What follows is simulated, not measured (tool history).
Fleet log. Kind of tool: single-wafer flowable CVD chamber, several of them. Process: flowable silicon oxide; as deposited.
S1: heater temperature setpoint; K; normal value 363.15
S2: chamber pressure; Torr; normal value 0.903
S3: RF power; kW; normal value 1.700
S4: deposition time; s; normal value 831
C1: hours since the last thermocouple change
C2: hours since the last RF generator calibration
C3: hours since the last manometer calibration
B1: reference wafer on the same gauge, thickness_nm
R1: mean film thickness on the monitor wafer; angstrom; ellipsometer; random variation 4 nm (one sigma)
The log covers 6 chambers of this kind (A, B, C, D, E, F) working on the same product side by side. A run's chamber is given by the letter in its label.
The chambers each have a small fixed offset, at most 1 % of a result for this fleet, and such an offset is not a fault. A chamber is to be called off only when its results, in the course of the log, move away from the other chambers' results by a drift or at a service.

| run | hour | S1 | S2 | S3 | S4 | C1 | C2 | C3 | B1 | R1 |
|---|---|---|---|---|---|---|---|---|---|---|
| 1D | 2.2 | 363.15 | 0.903 | 1.700 | 831 | 842.4 | 2140.8 | 859.1 | 894.70 | 7882.8 |
| 2A | 6.6 | 363.15 | 0.903 | 1.700 | 831 | 933.7 | 635.7 | 760.1 | 893.74 | 7948.2 |
| 3B | 9.4 | 363.15 | 0.903 | 1.700 | 831 | 2276.9 | 715.8 | 675.0 | 893.53 | 7906.4 |
| 4F | 13.3 | 363.15 | 0.903 | 1.700 | 831 | 992.8 | 361.1 | 2020.3 | 893.87 | 7863.7 |
| 5E | 15.6 | 363.15 | 0.903 | 1.960 | 946 | 1585.8 | 473.3 | 978.1 | 894.17 | 9339.0 |
| 6C | 20.3 | 363.15 | 0.903 | 1.960 | 946 | 1206.0 | 1287.0 | 156.1 | 894.36 | 9209.1 |
| 7C | 22.8 | 363.15 | 0.903 | 1.960 | 946 | 1208.5 | 1289.5 | 158.6 | 893.83 | 9296.7 |
| 8A | 26.6 | 363.15 | 0.903 | 1.960 | 946 | 953.7 | 655.7 | 780.1 | 893.87 | 9426.2 |
| 9D | 31.3 | 363.15 | 0.903 | 1.960 | 946 | 871.5 | 2169.9 | 888.2 | 894.72 | 9292.8 |
| 10B | 36.1 | 363.15 | 0.903 | 1.960 | 946 | 2303.6 | 742.5 | 701.7 | 894.19 | 9280.7 |
| 11F | 40.7 | 363.15 | 0.903 | 1.700 | 831 | 1020.2 | 388.5 | 2047.7 | 893.96 | 7971.4 |
| 12E | 45.1 | 363.15 | 0.903 | 1.395 | 831 | 1615.3 | 502.8 | 1007.6 | 893.80 | 7531.2 |
|  | 49.1 | chamber F: capacitance manometer re-zeroed and calibrated |
| 13E | 49.7 | 363.15 | 0.903 | 1.395 | 831 | 1619.9 | 507.4 | 1012.2 | 894.96 | 7410.4 |
| 14D | 54.2 | 363.15 | 0.903 | 1.395 | 831 | 894.4 | 2192.8 | 911.1 | 893.03 | 7473.7 |
| 15A | 57.9 | 363.15 | 0.903 | 1.395 | 831 | 985.0 | 687.0 | 811.4 | 892.80 | 7411.2 |
| 16F | 60.6 | 363.15 | 0.903 | 1.395 | 831 | 1040.1 | 408.4 | 11.6 | 894.32 | 7524.0 |
| 17C | 62.9 | 363.15 | 0.903 | 1.395 | 831 | 1248.6 | 1329.6 | 198.7 | 893.80 | 7297.1 |
|  | 65.2 | chamber B: RF generator calibrated |
| 18B | 66.2 | 363.15 | 0.903 | 1.700 | 831 | 2333.7 | 1.1 | 731.8 | 893.92 | 7909.7 |
| 19A | 69.2 | 363.15 | 0.903 | 1.700 | 831 | 996.3 | 698.3 | 822.7 | 892.96 | 7888.2 |
| 20B | 71.6 | 363.15 | 0.903 | 1.700 | 831 | 2339.1 | 6.5 | 737.2 | 893.49 | 7947.7 |
| 21D | 75.2 | 363.15 | 0.903 | 1.700 | 831 | 915.4 | 2213.8 | 932.1 | 893.34 | 7903.5 |
|  | 76.5 | chamber A: thermocouple changed; heater temperature recalibrated |
| 22F | 78.5 | 363.15 | 1.019 | 1.700 | 831 | 1058.0 | 426.3 | 29.5 | 895.23 | 9171.6 |
|  | 80.3 | chamber F: thermocouple changed; heater temperature recalibrated |
| 23E | 83.0 | 363.15 | 1.019 | 1.700 | 831 | 1653.2 | 540.7 | 1045.5 | 894.52 | 9137.8 |
| 24C | 86.2 | 363.15 | 1.019 | 1.700 | 831 | 1271.9 | 1352.9 | 222.0 | 893.92 | 9035.8 |
| 25F | 89.1 | 363.15 | 1.019 | 1.700 | 831 | 8.9 | 436.9 | 40.1 | 895.05 | 9217.8 |
| 26B | 93.6 | 363.15 | 1.019 | 1.700 | 831 | 2361.1 | 28.5 | 759.2 | 893.10 | 9209.0 |
| 27E | 96.2 | 363.15 | 1.019 | 1.700 | 831 | 1666.4 | 553.9 | 1058.7 | 893.99 | 9152.2 |
| 28D | 99.7 | 375.15 | 0.903 | 1.700 | 831 | 939.9 | 2238.3 | 956.6 | 893.16 | 5245.9 |
| 29A | 104.3 | 375.15 | 0.903 | 1.700 | 831 | 27.8 | 733.4 | 857.8 | 893.39 | 5290.4 |
|  | 104.7 | chamber D: RF generator calibrated |
| 30C | 107.2 | 375.15 | 0.903 | 1.700 | 831 | 1292.9 | 1373.9 | 243.0 | 894.28 | 5238.3 |
| 31F | 109.7 | 375.15 | 0.903 | 1.700 | 831 | 29.5 | 457.5 | 60.7 | 894.33 | 5356.4 |
| 32D | 112.2 | 375.15 | 0.903 | 1.700 | 831 | 952.4 | 7.6 | 969.1 | 894.51 | 5252.2 |
| 33B | 116.6 | 375.15 | 0.903 | 1.700 | 831 | 2384.1 | 51.5 | 782.2 | 894.09 | 5331.2 |
| 34A | 120.4 | 363.15 | 0.903 | 1.700 | 831 | 43.9 | 749.5 | 873.9 | 894.29 | 7902.6 |
| 35C | 123.2 | 363.15 | 0.903 | 1.700 | 831 | 1308.9 | 1389.9 | 259.0 | 892.96 | 7843.5 |
| 36E | 126.9 | 363.15 | 0.903 | 1.700 | 831 | 1697.1 | 584.6 | 1089.4 | 894.62 | 7957.1 |
| 37D | 129.6 | 363.15 | 0.903 | 1.700 | 831 | 969.8 | 25.0 | 986.5 | 894.19 | 7908.8 |
| 38A | 133.2 | 352.15 | 0.903 | 1.920 | 831 | 56.7 | 762.3 | 886.7 | 893.80 | 11326.0 |
| 39E | 136.8 | 352.15 | 0.903 | 1.920 | 831 | 1707.0 | 594.5 | 1099.3 | 894.89 | 11302.0 |
| 40F | 140.5 | 352.15 | 0.903 | 1.920 | 831 | 60.3 | 488.3 | 91.5 | 892.90 | 11163.0 |
| 41B | 144.9 | 352.15 | 0.903 | 1.920 | 831 | 2412.4 | 79.8 | 810.5 | 893.63 | 11322.0 |
| 42C | 148.2 | 352.15 | 0.903 | 1.920 | 831 | 1333.9 | 1414.9 | 284.0 | 893.91 | 11219.0 |
| 43F | 152.8 | 352.15 | 0.903 | 1.920 | 831 | 72.6 | 500.6 | 103.8 | 893.95 | 11241.0 |

Next, every chamber runs the same settings. What will each give?
| 44A | 156.3 | 363.15 | 0.903 | 1.700 | 831 |  |  |  |  | ? |
| 44B | 156.3 | 363.15 | 0.903 | 1.700 | 831 |  |  |  |  | ? |
| 44C | 156.3 | 363.15 | 0.903 | 1.700 | 831 |  |  |  |  | ? |
| 44D | 156.3 | 363.15 | 0.903 | 1.700 | 831 |  |  |  |  | ? |
| 44E | 156.3 | 363.15 | 0.903 | 1.700 | 831 |  |  |  |  | ? |
| 44F | 156.3 | 363.15 | 0.903 | 1.700 | 831 |  |  |  |  | ? |

| run | R1 |
|---|---|
| 44A | 7929.1 |
| 44B | 7905.8 |
| 44C | 7912.6 |
| 44D | 7858.4 |
| 44E | 7896.6 |
| 44F | 8016.3 |
